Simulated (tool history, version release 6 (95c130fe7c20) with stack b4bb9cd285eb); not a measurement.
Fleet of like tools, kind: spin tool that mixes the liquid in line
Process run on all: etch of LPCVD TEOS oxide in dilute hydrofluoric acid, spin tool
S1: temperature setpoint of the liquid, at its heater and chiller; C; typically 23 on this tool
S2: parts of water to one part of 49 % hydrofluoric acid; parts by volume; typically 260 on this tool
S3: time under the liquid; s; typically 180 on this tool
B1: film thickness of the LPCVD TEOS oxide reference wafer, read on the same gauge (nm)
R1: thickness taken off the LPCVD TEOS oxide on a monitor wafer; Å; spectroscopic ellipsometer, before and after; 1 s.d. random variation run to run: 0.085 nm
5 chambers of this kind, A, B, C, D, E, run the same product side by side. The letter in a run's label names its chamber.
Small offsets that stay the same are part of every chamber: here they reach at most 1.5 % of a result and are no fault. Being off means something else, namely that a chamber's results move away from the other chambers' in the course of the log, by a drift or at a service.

run,hour,S1,S2,S3,B1,R1
1C,6.6,23,260,180,29.976,124.720
2B,13.3,23,260,180,30.021,123.130
3A,24.1,23,260,180,29.979,123.400
4D,38.2,23,260,180,29.988,124.230
5E,46.0,23,260,180,30.011,123.150
6A,59.2,23,260,180,30.032,123.550
7D,67.1,23,220,280,30.035,233.600
8E,74.4,23,220,280,30.006,236.550
9C,86.3,23,220,280,29.987,240.360
10B,95.5,23,220,280,29.984,232.760
11C,109.0,23,220,280,29.997,239.940
# hour 112.2: chamber E: thermometer replaced
12B,122.1,23,260,180,29.988,120.800
13A,132.6,23,260,180,29.997,123.510
14D,141.0,23,260,180,30.028,122.850
15E,147.8,23,260,180,29.965,123.140
16E,155.9,23,260,180,30.042,124.240
17C,163.8,23,260,180,30.040,123.190
18A,176.9,23,260,180,29.974,122.190
19D,189.8,23,260,145,29.992,98.399
20B,196.6,23,260,145,29.965,98.584
21C,207.7,23,260,145,29.998,99.797
22D,217.0,23,260,145,30.018,99.499
23A,229.2,23,260,145,30.022,99.512
24B,239.8,23,260,180,30.004,121.330
25E,253.5,23,260,180,29.962,121.290
26C,268.1,23,260,180,29.968,122.170
27B,276.9,23,260,180,30.029,122.050
28D,284.7,23,315,180,30.032,96.280
29E,298.3,23,315,180,30.029,94.142
30A,306.6,23,315,180,29.980,96.830
# hour 310.4: chamber C: thermometer replaced
31E,315.1,23,315,180,30.055,92.576
32A,325.8,23,315,180,30.010,96.758
33B,333.5,23,260,180,30.012,121.800
34D,341.2,23,260,180,30.031,123.040
35C,354.6,23,260,180,29.972,123.690
36B,365.3,23,260,180,30.010,121.320
37D,373.9,23,260,180,29.990,123.520
38C,388.2,23,260,180,30.037,123.950
39E,395.8,23,260,180,30.040,117.810
40A,403.9,23,260,180,30.009,122.210

Is one chamber off against the others, does the gauge drift, or is nothing wrong? If a chamber is off, say which, and what the likeliest cause is.

It is chamber E that slowly wanders off from its peers.
What lies behind it: hydrofluoric acid flow below the setpoint (%) = 4.7.
With only this log, it may be confused with: liquid colder than its thermometer reads (K).

Which of the 4 candidates below, each the usual settings with something changed and its results left as question marks, puts chamber E back in line with what the other chambers give on the usual settings?
In-line tolerance around the mean of the other chambers on the usual settings: R1 3.000 Å
41E-1,414.4,23,270,180,,?
41E-2,414.4,23,270,170,,?
41E-3,414.4,23,250,190,,?
41E-4,414.4,23,250,180,,?

Average result of the remaining chambers running the usual settings: R1 122.870 Å
run,R1
41E-1,111.030
41E-2,104.870
41E-3,129.300
41E-4,122.490
The right change is 41E-4: it brings the chamber back within the allowed miss of the others.
